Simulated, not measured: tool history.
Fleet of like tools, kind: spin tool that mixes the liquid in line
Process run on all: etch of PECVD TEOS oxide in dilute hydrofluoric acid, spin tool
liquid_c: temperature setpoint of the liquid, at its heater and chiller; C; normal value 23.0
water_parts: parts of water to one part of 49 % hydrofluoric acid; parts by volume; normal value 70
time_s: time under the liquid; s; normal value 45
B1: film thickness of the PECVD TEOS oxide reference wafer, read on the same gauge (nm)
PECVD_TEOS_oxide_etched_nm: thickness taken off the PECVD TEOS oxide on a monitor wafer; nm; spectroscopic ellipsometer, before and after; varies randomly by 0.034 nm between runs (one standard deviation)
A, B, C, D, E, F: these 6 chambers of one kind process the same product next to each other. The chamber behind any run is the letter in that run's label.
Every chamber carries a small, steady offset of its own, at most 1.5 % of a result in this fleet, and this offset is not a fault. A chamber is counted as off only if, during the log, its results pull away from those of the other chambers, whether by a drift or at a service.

Run 1A, day 0.250: usual settings; B1 30.024. Result: PECVD_TEOS_oxide_etched_nm 6.6203 nm.
Run 2F, day 0.538: usual settings; B1 29.992. Result: PECVD_TEOS_oxide_etched_nm 6.7404 nm.
Run 3D, day 0.862: usual settings; B1 30.026. Result: PECVD_TEOS_oxide_etched_nm 6.5996 nm.
Run 4B, day 1.321: usual settings; B1 29.985. Result: PECVD_TEOS_oxide_etched_nm 6.6505 nm.
At day 1.704: chamber F: thermometer replaced.
Run 5E, day 1.712: usual settings; B1 29.992. Result: PECVD_TEOS_oxide_etched_nm 6.6058 nm.
Run 6C, day 2.004: usual settings; B1 30.024. Result: PECVD_TEOS_oxide_etched_nm 6.6457 nm.
Run 7C, day 2.283: usual settings; B1 30.002. Result: PECVD_TEOS_oxide_etched_nm 6.6288 nm.
At day 2.429: chamber C: hydrofluoric acid flow meter replaced.
Run 8F, day 2.529: usual settings; B1 30.021. Result: PECVD_TEOS_oxide_etched_nm 6.7493 nm.
Run 9E, day 3.050: usual settings; B1 30.001. Result: PECVD_TEOS_oxide_etched_nm 6.5964 nm.
Run 10A, day 3.588: usual settings but liquid_c 20.0 C, time_s 30 s; B1 30.026. Result: PECVD_TEOS_oxide_etched_nm 3.9171 nm.
Run 11B, day 3.908: usual settings but liquid_c 20.0 C, time_s 30 s; B1 29.972. Result: PECVD_TEOS_oxide_etched_nm 3.9290 nm.
Run 12D, day 4.229: usual settings but liquid_c 20.0 C, time_s 30 s; B1 29.984. Result: PECVD_TEOS_oxide_etched_nm 3.9301 nm.
Run 13E, day 4.512: usual settings but liquid_c 20.0 C, time_s 30 s; B1 29.993. Result: PECVD_TEOS_oxide_etched_nm 3.8568 nm.
Run 14B, day 5.004: usual settings but liquid_c 20.0 C, time_s 30 s; B1 30.038. Result: PECVD_TEOS_oxide_etched_nm 3.9132 nm.
Run 15F, day 5.475: usual settings but liquid_c 20.0 C, time_s 30 s; B1 29.967. Result: PECVD_TEOS_oxide_etched_nm 3.9325 nm.
Run 16A, day 5.804: usual settings but water_parts 50 parts by volume, time_s 25 s; B1 30.028. Result: PECVD_TEOS_oxide_etched_nm 5.3269 nm.
Run 17D, day 6.321: usual settings but water_parts 50 parts by volume, time_s 25 s; B1 29.952. Result: PECVD_TEOS_oxide_etched_nm 5.3402 nm.
Run 18C, day 6.846: usual settings but water_parts 50 parts by volume, time_s 25 s; B1 30.012. Result: PECVD_TEOS_oxide_etched_nm 5.2881 nm.
Run 19B, day 7.271: usual settings but water_parts 50 parts by volume, time_s 25 s; B1 30.012. Result: PECVD_TEOS_oxide_etched_nm 5.3642 nm.
Run 20F, day 7.554: usual settings but water_parts 50 parts by volume, time_s 25 s; B1 29.978. Result: PECVD_TEOS_oxide_etched_nm 5.2469 nm.
Run 21D, day 8.021: usual settings but water_parts 50 parts by volume, time_s 25 s; B1 30.003. Result: PECVD_TEOS_oxide_etched_nm 5.2824 nm.
Run 22E, day 8.450: usual settings but liquid_c 21.5 C; B1 29.995. Result: PECVD_TEOS_oxide_etched_nm 6.1598 nm.
Run 23A, day 8.758: usual settings but liquid_c 21.5 C; B1 30.025. Result: PECVD_TEOS_oxide_etched_nm 6.2333 nm.
Run 24C, day 9.267: usual settings but liquid_c 21.5 C; B1 30.030. Result: PECVD_TEOS_oxide_etched_nm 6.2419 nm.
Run 25F, day 9.642: usual settings but liquid_c 21.5 C; B1 30.017. Result: PECVD_TEOS_oxide_etched_nm 6.0368 nm.
Run 26A, day 9.988: usual settings but liquid_c 21.5 C; B1 29.995. Result: PECVD_TEOS_oxide_etched_nm 6.2416 nm.
Run 27C, day 10.392: usual settings but liquid_c 21.5 C; B1 29.970. Result: PECVD_TEOS_oxide_etched_nm 6.2763 nm.
Run 28E, day 10.704: usual settings; B1 29.979. Result: PECVD_TEOS_oxide_etched_nm 6.5768 nm.
Run 29B, day 11.100: usual settings; B1 29.956. Result: PECVD_TEOS_oxide_etched_nm 6.6694 nm.
Run 30D, day 11.629: usual settings; B1 30.018. Result: PECVD_TEOS_oxide_etched_nm 6.6736 nm.
Run 31D, day 11.967: usual settings but liquid_c 20.0 C, water_parts 45 parts by volume; B1 30.016. Result: PECVD_TEOS_oxide_etched_nm 9.4523 nm.
Run 32C, day 12.225: usual settings but liquid_c 20.0 C, water_parts 45 parts by volume; B1 29.989. Result: PECVD_TEOS_oxide_etched_nm 9.3735 nm.
Run 33A, day 12.646: usual settings but liquid_c 20.0 C, water_parts 45 parts by volume; B1 29.968. Result: PECVD_TEOS_oxide_etched_nm 9.3202 nm.
Run 34E, day 12.888: usual settings but liquid_c 20.0 C, water_parts 45 parts by volume; B1 30.016. Result: PECVD_TEOS_oxide_etched_nm 9.4126 nm.
Run 35F, day 13.133: usual settings but liquid_c 20.0 C, water_parts 45 parts by volume; B1 30.007. Result: PECVD_TEOS_oxide_etched_nm 8.9709 nm.
Run 36B, day 13.550: usual settings but liquid_c 20.0 C, water_parts 45 parts by volume; B1 30.014. Result: PECVD_TEOS_oxide_etched_nm 9.6619 nm.
Run 37F, day 13.908: usual settings; B1 29.998. Result: PECVD_TEOS_oxide_etched_nm 6.2850 nm.
Run 38A, day 14.442: usual settings; B1 29.993. Result: PECVD_TEOS_oxide_etched_nm 6.6608 nm.

What goes on in this fleet: one chamber off, a drifting gauge, or nothing beyond the chambers' own small offsets? Name the chamber and the cause, if any.

Chamber F drifts away from the others.
Most likely cause: hydrofluoric acid flow below the setpoint (%) = 6.01.
The log may not separate it from: liquid colder than its thermometer reads (K).

Which of the 4 candidates below, each the usual settings with something changed and its results left as question marks, puts chamber F back in line with what the other chambers give on the usual settings?
Counts as in line when no further than this from what the other chambers average on the usual settings: PECVD_TEOS_oxide_etched_nm 0.1200 nm
Run 39F-1, day 14.842: usual settings but liquid_c 24.5 C. Result: PECVD_TEOS_oxide_etched_nm ?.
Run 39F-2, day 14.842: usual settings but liquid_c 20.0 C. Result: PECVD_TEOS_oxide_etched_nm ?.
Run 39F-3, day 14.842: usual settings but liquid_c 23.5 C, time_s 50 s. Result: PECVD_TEOS_oxide_etched_nm ?.
Run 39F-4, day 14.842: usual settings but liquid_c 21.5 C. Result: PECVD_TEOS_oxide_etched_nm ?.

The mean the other chambers reach with the usual settings: PECVD_TEOS_oxide_etched_nm 6.6373 nm
  run  PECVD_TEOS_oxide_etched_nm
39F-1                      6.6536
39F-2                      5.5466
39F-3                      7.1031
39F-4                      5.8979
39F-1 puts the chamber back in line with the other chambers.
